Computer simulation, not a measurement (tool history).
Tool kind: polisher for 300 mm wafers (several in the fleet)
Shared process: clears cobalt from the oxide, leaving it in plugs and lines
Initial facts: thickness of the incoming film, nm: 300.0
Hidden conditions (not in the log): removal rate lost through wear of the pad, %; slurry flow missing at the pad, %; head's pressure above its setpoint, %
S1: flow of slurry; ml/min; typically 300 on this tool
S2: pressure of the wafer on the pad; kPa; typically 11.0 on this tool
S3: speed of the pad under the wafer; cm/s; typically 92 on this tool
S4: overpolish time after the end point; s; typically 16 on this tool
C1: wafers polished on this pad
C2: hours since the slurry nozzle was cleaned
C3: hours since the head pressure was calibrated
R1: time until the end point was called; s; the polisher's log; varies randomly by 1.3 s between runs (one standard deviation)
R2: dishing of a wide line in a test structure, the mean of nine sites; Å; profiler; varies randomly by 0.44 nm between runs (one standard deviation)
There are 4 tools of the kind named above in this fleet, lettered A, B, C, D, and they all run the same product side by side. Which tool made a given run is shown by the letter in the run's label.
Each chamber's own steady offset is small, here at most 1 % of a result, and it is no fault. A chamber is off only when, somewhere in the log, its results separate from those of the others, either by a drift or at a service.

Run 1A, hour 13.3: usual settings; C1 764; C2 214.5; C3 241.9. Result: R1 70.163 s, R2 373.61 Å.
Run 2D, hour 19.4: usual settings; C1 625; C2 463.7; C3 1172.1. Result: R1 66.360 s, R2 364.94 Å.
Run 3C, hour 31.7: usual settings; C1 749; C2 147.3; C3 232.7. Result: R1 67.960 s, R2 369.34 Å.
At hour 31.9: chamber D: head pressure recalibrated.
At hour 34.2: chamber B: head pressure recalibrated.
Run 4B, hour 39.1: usual settings; C1 271; C2 431.8; C3 5.0. Result: R1 66.920 s, R2 368.58 Å.
At hour 43.2: chamber D: worn pad replaced by a new one.
At hour 49.3: chamber A: slurry nozzle cleaned.
Run 5B, hour 52.4: usual settings but S4 10 s; C1 352; C2 445.1; C3 18.3. Result: R1 67.284 s, R2 286.95 Å.
Run 6D, hour 62.0: usual settings but S4 10 s; C1 113; C2 506.3; C3 30.2. Result: R1 67.781 s, R2 282.07 Å.
Run 7A, hour 70.4: usual settings but S4 10 s; C1 1109; C2 21.2; C3 299.0. Result: R1 69.134 s, R2 289.69 Å.
Run 8C, hour 84.2: usual settings but S4 10 s; C1 1066; C2 199.8; C3 285.2. Result: R1 70.081 s, R2 286.47 Å.
Run 9B, hour 94.7: usual settings but S4 19 s; C1 607; C2 487.4; C3 60.6. Result: R1 69.501 s, R2 403.17 Å.
Run 10C, hour 107.7: usual settings but S4 19 s; C1 1208; C2 223.3; C3 308.7. Result: R1 68.472 s, R2 397.32 Å.
At hour 118.4: chamber C: worn pad replaced by a new one.
Run 11A, hour 120.4: usual settings but S4 19 s; C1 1411; C2 71.2; C3 349.0. Result: R1 68.570 s, R2 389.81 Å.
Run 12D, hour 127.1: usual settings but S4 19 s; C1 506; C2 571.4; C3 95.3. Result: R1 69.492 s, R2 390.26 Å.
At hour 127.4: chamber A: worn pad replaced by a new one.
Run 13D, hour 133.5: usual settings; C1 545; C2 577.8; C3 101.7. Result: R1 68.204 s, R2 368.87 Å.
Run 14A, hour 143.5: usual settings but S4 20 s; C1 97; C2 94.3; C3 372.1. Result: R1 66.527 s, R2 404.46 Å.
Run 15C, hour 156.4: usual settings but S4 20 s; C1 229; C2 272.0; C3 357.4. Result: R1 68.798 s, R2 398.55 Å.
Run 16B, hour 166.4: usual settings but S4 20 s; C1 1040; C2 559.1; C3 132.3. Result: R1 69.294 s, R2 402.83 Å.
Run 17C, hour 176.5: usual settings but S4 20 s; C1 351; C2 292.1; C3 377.5. Result: R1 66.207 s, R2 405.47 Å.
At hour 182.6: chamber D: worn pad replaced by a new one.
Run 18A, hour 187.3: usual settings but S1 350 ml/min, S2 12.4 kPa; C1 361; C2 138.1; C3 415.9. Result: R1 59.934 s, R2 395.27 Å.
Run 19B, hour 200.5: usual settings but S1 350 ml/min, S2 12.4 kPa; C1 1246; C2 593.2; C3 166.4. Result: R1 60.336 s, R2 397.12 Å.
Run 20D, hour 212.1: usual settings but S1 350 ml/min, S2 12.4 kPa; C1 178; C2 656.4; C3 180.3. Result: R1 61.342 s, R2 382.85 Å.
Run 21B, hour 219.3: usual settings but S1 350 ml/min, S2 12.4 kPa; C1 1360; C2 612.0; C3 185.2. Result: R1 58.108 s, R2 398.47 Å.
At hour 222.2: chamber D: slurry nozzle cleaned.
Run 22A, hour 227.8: usual settings; C1 606; C2 178.6; C3 456.4. Result: R1 64.220 s, R2 380.09 Å.
At hour 236.3: chamber B: worn pad replaced by a new one.
Run 23D, hour 238.9: usual settings; C1 340; C2 16.8; C3 207.1. Result: R1 67.880 s, R2 373.74 Å.
Run 24C, hour 246.8: usual settings; C1 775; C2 362.4; C3 447.8. Result: R1 68.808 s, R2 367.89 Å.
Run 25D, hour 254.0: usual settings; C1 431; C2 31.9; C3 222.2. Result: R1 68.597 s, R2 359.31 Å.
Run 26C, hour 262.2: usual settings; C1 868; C2 377.8; C3 463.2. Result: R1 67.619 s, R2 368.28 Å.
At hour 268.0: chamber A: slurry nozzle cleaned.
Run 27B, hour 271.1: usual settings but S2 12.4 kPa; C1 210; C2 663.8; C3 237.0. Result: R1 59.859 s, R2 390.53 Å.
Run 28A, hour 282.3: usual settings but S2 12.4 kPa; C1 935; C2 14.3; C3 510.9. Result: R1 61.024 s, R2 384.08 Å.
Run 29B, hour 289.1: usual settings but S2 12.4 kPa; C1 319; C2 681.8; C3 255.0. Result: R1 60.945 s, R2 388.16 Å.
Run 30D, hour 299.3: usual settings but S2 12.4 kPa; C1 705; C2 77.2; C3 267.5. Result: R1 59.697 s, R2 378.04 Å.

Next, every chamber runs the same settings. What will each give?
Run 31A, hour 309.3: usual settings but S3 120 cm/s. Result: R1 ?, R2 ?.
Run 31B, hour 309.3: usual settings but S3 120 cm/s. Result: R1 ?, R2 ?.
Run 31C, hour 309.3: usual settings but S3 120 cm/s. Result: R1 ?, R2 ?.
Run 31D, hour 309.3: usual settings but S3 120 cm/s. Result: R1 ?, R2 ?.

run      R1      R2
31A  51.666  414.49
31B  53.229  412.73
31C  50.539  410.48
31D  50.579  406.86
